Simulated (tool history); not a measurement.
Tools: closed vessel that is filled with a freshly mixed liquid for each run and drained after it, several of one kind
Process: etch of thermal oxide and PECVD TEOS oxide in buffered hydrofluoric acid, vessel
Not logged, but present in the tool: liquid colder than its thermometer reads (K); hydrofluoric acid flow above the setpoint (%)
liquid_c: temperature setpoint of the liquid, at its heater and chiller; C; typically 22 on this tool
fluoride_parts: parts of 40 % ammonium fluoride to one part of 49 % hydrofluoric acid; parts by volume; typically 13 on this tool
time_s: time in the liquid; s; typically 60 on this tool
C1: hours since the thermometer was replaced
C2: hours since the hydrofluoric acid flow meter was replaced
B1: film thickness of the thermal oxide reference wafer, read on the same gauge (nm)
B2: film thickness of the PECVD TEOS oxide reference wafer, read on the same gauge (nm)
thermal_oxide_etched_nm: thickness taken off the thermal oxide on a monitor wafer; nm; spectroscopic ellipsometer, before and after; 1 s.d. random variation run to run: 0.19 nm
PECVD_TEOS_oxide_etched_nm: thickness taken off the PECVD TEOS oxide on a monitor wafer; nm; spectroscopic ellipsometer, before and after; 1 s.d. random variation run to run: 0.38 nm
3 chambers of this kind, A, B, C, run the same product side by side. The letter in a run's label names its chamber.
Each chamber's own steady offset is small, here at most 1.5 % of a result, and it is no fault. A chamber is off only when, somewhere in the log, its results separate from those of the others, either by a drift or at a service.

Run 1B, day 0.171: usual settings; C1 349.3; C2 405.2; B1 70.018; B2 110.01. Result: thermal_oxide_etched_nm 48.367 nm, PECVD_TEOS_oxide_etched_nm 55.726 nm.
Run 2A, day 0.371: usual settings; C1 940.5; C2 288.8; B1 69.995; B2 109.99. Result: thermal_oxide_etched_nm 48.107 nm, PECVD_TEOS_oxide_etched_nm 54.829 nm.
Run 3C, day 0.546: usual settings; C1 919.1; C2 957.1; B1 69.974; B2 110.01. Result: thermal_oxide_etched_nm 48.582 nm, PECVD_TEOS_oxide_etched_nm 54.63 nm.
Run 4B, day 0.712: usual settings; C1 362.3; C2 418.2; B1 70.023; B2 110.01. Result: thermal_oxide_etched_nm 48.037 nm, PECVD_TEOS_oxide_etched_nm 55.191 nm.
Run 5C, day 0.888: usual settings; C1 927.3; C2 965.3; B1 70.033; B2 110.02. Result: thermal_oxide_etched_nm 48.192 nm, PECVD_TEOS_oxide_etched_nm 54.238 nm.
Run 6A, day 1.046: usual settings; C1 956.7; C2 305; B1 70.009; B2 110. Result: thermal_oxide_etched_nm 48.076 nm, PECVD_TEOS_oxide_etched_nm 53.956 nm.
Run 7B, day 1.233: usual settings; C1 374.8; C2 430.7; B1 69.973; B2 109.99. Result: thermal_oxide_etched_nm 47.662 nm, PECVD_TEOS_oxide_etched_nm 55.578 nm.
Run 8C, day 1.333: usual settings; C1 938; C2 976; B1 70.023; B2 110.02. Result: thermal_oxide_etched_nm 48.679 nm, PECVD_TEOS_oxide_etched_nm 53.746 nm.
Run 9A, day 1.517: usual settings; C1 968; C2 316.3; B1 70.026; B2 110.02. Result: thermal_oxide_etched_nm 48.187 nm, PECVD_TEOS_oxide_etched_nm 54.34 nm.
Run 10B, day 1.671: usual settings; C1 385.3; C2 441.2; B1 69.998; B2 109.98. Result: thermal_oxide_etched_nm 47.927 nm, PECVD_TEOS_oxide_etched_nm 56.09 nm.
Run 11A, day 1.817: usual settings; C1 975.2; C2 323.5; B1 70.038; B2 109.99. Result: thermal_oxide_etched_nm 48.142 nm, PECVD_TEOS_oxide_etched_nm 54.683 nm.
Run 12C, day 1.942: usual settings but liquid_c 26.5 C, time_s 85 s; C1 952.6; C2 990.6; B1 70.026; B2 110.01. Result: thermal_oxide_etched_nm 88.136 nm, PECVD_TEOS_oxide_etched_nm 99.07 nm.
Run 13C, day 2.125: usual settings but liquid_c 26.5 C, time_s 85 s; C1 957; C2 995; B1 70; B2 109.99. Result: thermal_oxide_etched_nm 88.314 nm, PECVD_TEOS_oxide_etched_nm 98.888 nm.
Run 14A, day 2.246: usual settings but liquid_c 26.5 C, time_s 85 s; C1 985.5; C2 333.8; B1 69.997; B2 109.97. Result: thermal_oxide_etched_nm 87.854 nm, PECVD_TEOS_oxide_etched_nm 99.134 nm.
Run 15B, day 2.342: usual settings; C1 401.4; C2 457.3; B1 69.981; B2 109.99. Result: thermal_oxide_etched_nm 47.971 nm, PECVD_TEOS_oxide_etched_nm 56.268 nm.
Run 16C, day 2.471: usual settings; C1 965.3; C2 1003.3; B1 69.987; B2 110. Result: thermal_oxide_etched_nm 48.704 nm, PECVD_TEOS_oxide_etched_nm 53.944 nm.
Run 17A, day 2.667: usual settings; C1 995.6; C2 343.9; B1 69.964; B2 110. Result: thermal_oxide_etched_nm 48.346 nm, PECVD_TEOS_oxide_etched_nm 54.801 nm.
Run 18B, day 2.779: usual settings; C1 411.9; C2 467.8; B1 70.024; B2 110.01. Result: thermal_oxide_etched_nm 48.214 nm, PECVD_TEOS_oxide_etched_nm 56.12 nm.
Run 19C, day 2.967: usual settings; C1 977.2; C2 1015.2; B1 69.961; B2 109.99. Result: thermal_oxide_etched_nm 48.524 nm, PECVD_TEOS_oxide_etched_nm 54.192 nm.
Run 20B, day 3.129: usual settings; C1 420.3; C2 476.2; B1 69.989; B2 109.99. Result: thermal_oxide_etched_nm 48.131 nm, PECVD_TEOS_oxide_etched_nm 56.031 nm.
Run 21A, day 3.271: usual settings; C1 1010.1; C2 358.4; B1 69.992; B2 110.02. Result: thermal_oxide_etched_nm 48.159 nm, PECVD_TEOS_oxide_etched_nm 54.968 nm.
Run 22A, day 3.412: usual settings; C1 1013.5; C2 361.8; B1 69.988; B2 110. Result: thermal_oxide_etched_nm 47.902 nm, PECVD_TEOS_oxide_etched_nm 54.483 nm.
Run 23C, day 3.546: usual settings; C1 991.1; C2 1029.1; B1 70.018; B2 109.99. Result: thermal_oxide_etched_nm 48.749 nm, PECVD_TEOS_oxide_etched_nm 54.237 nm.
At day 3.567: chamber B: hydrofluoric acid flow meter replaced.
Run 24B, day 3.746: usual settings; C1 435.1; C2 4.3; B1 69.971; B2 109.99. Result: thermal_oxide_etched_nm 48.037 nm, PECVD_TEOS_oxide_etched_nm 56.225 nm.
Run 25A, day 3.875: usual settings; C1 1024.6; C2 372.9; B1 70.032; B2 110.01. Result: thermal_oxide_etched_nm 48.185 nm, PECVD_TEOS_oxide_etched_nm 55.053 nm.
Run 26B, day 4: usual settings; C1 441.2; C2 10.4; B1 70.023; B2 110. Result: thermal_oxide_etched_nm 48.145 nm, PECVD_TEOS_oxide_etched_nm 55.283 nm.

Next, all 3 chambers run the settings below, one line each with question marks for the results. What does each chamber give?
Run 27A, day 4.142: usual settings. Result: thermal_oxide_etched_nm ?, PECVD_TEOS_oxide_etched_nm ?.
Run 27B, day 4.142: usual settings. Result: thermal_oxide_etched_nm ?, PECVD_TEOS_oxide_etched_nm ?.
Run 27C, day 4.142: usual settings. Result: thermal_oxide_etched_nm ?, PECVD_TEOS_oxide_etched_nm ?.

run  thermal_oxide_etched_nm  PECVD_TEOS_oxide_etched_nm
27A                   47.872                      54.765
27B                   48.101                       55.94
27C                   48.751                      54.604
